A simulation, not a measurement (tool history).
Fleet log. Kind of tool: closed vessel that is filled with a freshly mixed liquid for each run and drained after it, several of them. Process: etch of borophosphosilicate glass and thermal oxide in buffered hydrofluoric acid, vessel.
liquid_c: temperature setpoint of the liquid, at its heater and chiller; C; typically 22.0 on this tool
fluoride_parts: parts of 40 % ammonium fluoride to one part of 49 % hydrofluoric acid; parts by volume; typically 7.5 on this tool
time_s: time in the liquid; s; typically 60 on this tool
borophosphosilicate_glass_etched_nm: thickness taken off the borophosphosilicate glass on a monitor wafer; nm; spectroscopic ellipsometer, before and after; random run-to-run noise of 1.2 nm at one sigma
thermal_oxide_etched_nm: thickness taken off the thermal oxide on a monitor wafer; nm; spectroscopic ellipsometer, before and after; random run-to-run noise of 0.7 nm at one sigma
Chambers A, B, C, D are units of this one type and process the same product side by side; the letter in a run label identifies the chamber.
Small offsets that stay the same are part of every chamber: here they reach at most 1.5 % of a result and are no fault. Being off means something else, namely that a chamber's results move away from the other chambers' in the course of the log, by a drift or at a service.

run     day  liquid_c  fluoride_parts  time_s  read-back film thickness of the borophosphosilicate glass reference wafer, read on the same gauge (nm)  read-back film thickness of the thermal oxide reference wafer, read on the same gauge (nm)  borophosphosilicate_glass_etched_nm  thermal_oxide_etched_nm
 1D   0.262      22.0             7.5      60                                                                                                  50.022                                                                                      109.98                               190.18                   79.483
 2A   0.733      22.0             7.5      60                                                                                                  49.998                                                                                      110.00                               187.86                   77.863
      1.138  -- chamber B: thermometer replaced
 3C   1.154      22.0             7.5      60                                                                                                  50.003                                                                                      109.99                               189.79                   81.293
 4B   1.417      22.0             7.5      60                                                                                                  50.008                                                                                      110.01                               189.62                   78.943
 5A   1.679      20.0             7.5      60                                                                                                  49.983                                                                                      109.99                               166.48                   70.687
 6B   2.062      20.0             7.5      60                                                                                                  49.989                                                                                      110.02                               168.88                   71.170
 7D   2.542      20.0             7.5      60                                                                                                  49.991                                                                                      110.00                               172.10                   71.616
 8C   2.788      20.0             7.5      60                                                                                                  50.004                                                                                      109.98                               173.48                   73.155
 9D   3.171      22.0             7.5      60                                                                                                  50.007                                                                                      109.97                               190.91                   80.439
10A   3.475      22.0             7.5      60                                                                                                  50.008                                                                                      110.03                               185.53                   80.736
11B   4.008      22.0             7.5      60                                                                                                  50.010                                                                                      110.01                               188.21                   78.516
12C   4.333      22.0             7.5      60                                                                                                  50.016                                                                                      110.00                               191.40                   79.556
13B   4.658      22.0             7.5      60                                                                                                  49.989                                                                                      110.04                               192.30                   79.189
14C   5.025      22.0             7.5      60                                                                                                  49.983                                                                                      110.00                               192.45                   80.016
15A   5.408      22.0             7.5      60                                                                                                  50.001                                                                                      110.00                               189.25                   79.181
16D   5.842      25.0             7.5      60                                                                                                  49.983                                                                                      110.00                               226.36                   94.681
17D   6.329      25.0             7.5      60                                                                                                  50.005                                                                                      110.00                               226.73                   95.042
18A   6.633      25.0             7.5      60                                                                                                  49.969                                                                                      110.02                               221.67                   93.863
19B   6.983      25.0             7.5      60                                                                                                  50.017                                                                                      109.94                               221.79                   93.840
20C   7.283      22.0             7.5      60                                                                                                  49.965                                                                                      110.03                               190.62                   81.466
21C   7.662      22.0             6.5      60                                                                                                  49.998                                                                                      110.02                               219.22                   93.271
22A   8.158      22.0             6.5      60                                                                                                  49.981                                                                                      109.98                               216.05                   92.280
23B   8.408      22.0             6.5      60                                                                                                  50.001                                                                                      110.00                               215.61                   91.372
24D   8.696      22.0             6.5      60                                                                                                  49.997                                                                                      110.05                               219.33                   92.430
25C   9.004      22.0             7.5      60                                                                                                  50.023                                                                                      110.05                               192.42                   80.883
26A   9.333      22.0             7.5      60                                                                                                  49.985                                                                                      109.99                               188.01                   79.510
27B   9.592      22.0            10.5      60                                                                                                  49.977                                                                                      110.03                               137.95                   57.621
28D  10.138      22.0            10.5      60                                                                                                  49.983                                                                                      110.04                               139.39                   57.701
29C  10.400      22.0            10.5      60                                                                                                  49.985                                                                                      109.98                               140.44                   58.726
30A  10.938      22.0            10.5      60                                                                                                  49.996                                                                                      110.04                               135.60                   58.813
31D  11.375      22.0             7.5      60                                                                                                  49.987                                                                                      109.98                               191.28                   80.563
32B  11.721      22.0             7.5      60                                                                                                  49.989                                                                                      109.98                               187.40                   80.263
33B  12.067      22.0             7.5      60                                                                                                  50.007                                                                                      110.01                               189.94                   79.617
34C  12.383      26.5             7.5      70                                                                                                  50.007                                                                                      109.99                               288.00                  118.630
35D  12.633      26.5             7.5      70                                                                                                  50.003                                                                                      110.01                               284.00                  121.510
36A  12.888      26.5             7.5      70                                                                                                  50.011                                                                                      110.03                               278.24                  119.100
37D  13.171      26.5             7.5      70                                                                                                  50.012                                                                                      109.99                               285.31                  119.950
     13.600  -- chamber C: hydrofluoric acid flow meter replaced
38C  13.642      22.0             7.5      60                                                                                                  49.996                                                                                      110.02                               190.75                   81.024
39A  14.012      22.0             7.5      60                                                                                                  49.988                                                                                      110.03                               185.19                   80.014

Which is it: a chamber that has drifted or been left off by a service, a gauge drift common to all chambers, or only each chamber's usual small offset? If a chamber is off, name it and its likeliest cause.

All chambers stay in line apart from their small fixed offsets, and the gauge does not drift.

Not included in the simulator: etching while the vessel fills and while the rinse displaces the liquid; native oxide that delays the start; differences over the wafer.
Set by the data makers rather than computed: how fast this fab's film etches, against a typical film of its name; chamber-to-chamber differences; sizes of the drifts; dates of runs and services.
